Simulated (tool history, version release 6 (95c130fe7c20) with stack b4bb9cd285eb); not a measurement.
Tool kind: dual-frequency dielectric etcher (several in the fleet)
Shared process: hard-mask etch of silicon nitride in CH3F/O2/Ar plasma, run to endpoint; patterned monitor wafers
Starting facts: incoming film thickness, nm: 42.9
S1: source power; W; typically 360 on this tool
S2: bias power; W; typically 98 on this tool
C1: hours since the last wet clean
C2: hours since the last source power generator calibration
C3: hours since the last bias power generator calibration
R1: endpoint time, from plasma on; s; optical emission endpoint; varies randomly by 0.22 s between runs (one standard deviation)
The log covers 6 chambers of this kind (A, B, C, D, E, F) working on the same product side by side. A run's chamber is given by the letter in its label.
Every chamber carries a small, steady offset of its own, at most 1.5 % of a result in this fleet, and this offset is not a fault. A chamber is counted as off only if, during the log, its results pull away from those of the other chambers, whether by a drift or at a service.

run,hour,S1,S2,C1,C2,C3,R1
1A,15.3,360,98,314.9,2127.6,891.4,58.081
# hour 19.5: chamber C: wet clean of the chamber
2F,24.3,360,98,69.4,3133.7,1198.3,58.212
3B,35.2,360,98,319.6,336.3,1465,58.367
# hour 41.7: chamber E: wet clean of the chamber
4D,45.6,360,98,69.3,160.5,3602.3,57.729
# hour 52.6: chamber B: bias power generator calibrated
5C,53.3,360,110,33.8,1153,65.7,54.679
6E,64.7,360,110,23.1,1766.5,1071.4,55.266
7A,78.8,360,110,378.4,2191.1,954.9,55.656
# hour 80.4: chamber A: wet clean of the chamber
8F,93.9,360,110,139,3203.3,1267.9,55.795
9D,105,360,110,128.7,219.9,3661.7,54.737
10C,120.2,360,110,100.7,1219.9,132.6,54.835
11B,129.6,360,98,414,430.7,77.1,58.007
12E,144.6,360,98,103,1846.4,1151.3,57.488
13C,152.8,360,98,133.3,1252.5,165.2,57.045
# hour 154.8: chamber B: wet clean of the chamber
# hour 156.6: chamber F: source power generator calibrated
14A,168.2,360,98,87.9,2280.5,1044.3,58.358
15D,181.2,360,98,204.9,296.1,3737.9,57.145
16B,189.9,360,98,35.2,491,137.4,59.929
17E,197.8,360,98,156.2,1899.6,1204.5,57.357
18F,204.8,360,98,249.9,48.2,1378.8,58.101
# hour 204.9: chamber A: source power generator calibrated
19C,215.6,360,98,196.1,1315.3,228,57.167
20E,223.3,360,98,181.7,1925.1,1230,57.282
21B,230.3,360,98,75.6,531.4,177.8,59.468
22D,239,360,98,262.7,353.9,3795.7,57.215
23A,248.8,360,98,168.5,43.9,1124.9,58.091
24F,263.5,360,98,308.6,106.9,1437.5,57.823
25D,271.4,360,98,295.1,386.3,3828.1,57.084
26C,280.5,360,98,261,1380.2,292.9,56.957
27B,295.1,360,98,140.4,596.2,242.6,59.753
28F,304.7,360,118,349.8,148.1,1478.7,54.551
29A,315.9,360,118,235.6,111,1192,54.08
30E,322.8,360,118,281.2,2024.6,1329.5,53.693
31F,333.2,360,118,378.3,176.6,1507.2,54.244
32C,341.9,360,118,322.4,1441.6,354.3,53.432
33D,355.3,360,118,379,470.2,3912,53.295
34E,368.3,360,98,326.7,2070.1,1375,57.241
# hour 372: chamber D: wet clean of the chamber
35A,380.9,360,98,300.6,176,1257,57.592
36B,396,360,98,241.3,697.1,343.5,59.802
37B,406.2,360,98,251.5,707.3,353.7,59.167
38C,417.9,360,98,398.4,1517.6,430.3,56.844
39E,427,360,98,385.4,2128.8,1433.7,57.335
40A,441.8,360,98,361.5,236.9,1317.9,58.179
41F,453.8,360,98,498.9,297.2,1627.8,58.07
42D,462.5,360,98,90.6,577.4,4019.2,57.215
43F,473.8,360,98,518.9,317.2,1647.8,58.004

Decide between three cases: one chamber stands off from its peers, the gauge reading all wafers drifts, or nothing is wrong past each chamber's small offset. Where a chamber is off, say which and what most likely put it there.

A service on chamber B put it out of line with the rest.
Likeliest cause: etch rate under this chamber's usual, % = 2.61.

Which of the 4 candidates below, each the usual settings with something changed and its results left as question marks, puts chamber B back in line with what the other chambers give on the usual settings?
To be in line, a result may differ from the other chambers' mean on the usual settings by at most: R1 0.75 s
44B-1,484.9,380,102,,,,?
44B-2,484.9,350,97,,,,?
44B-3,484.9,360,101,,,,?
44B-4,484.9,330,98,,,,?

On the usual settings, the other chambers give on average: R1 57.615 s
run,R1
44B-1,57.604
44B-2,60.52
44B-3,59.001
44B-4,61.645
With 44B-1, the chamber falls back in line with the rest.
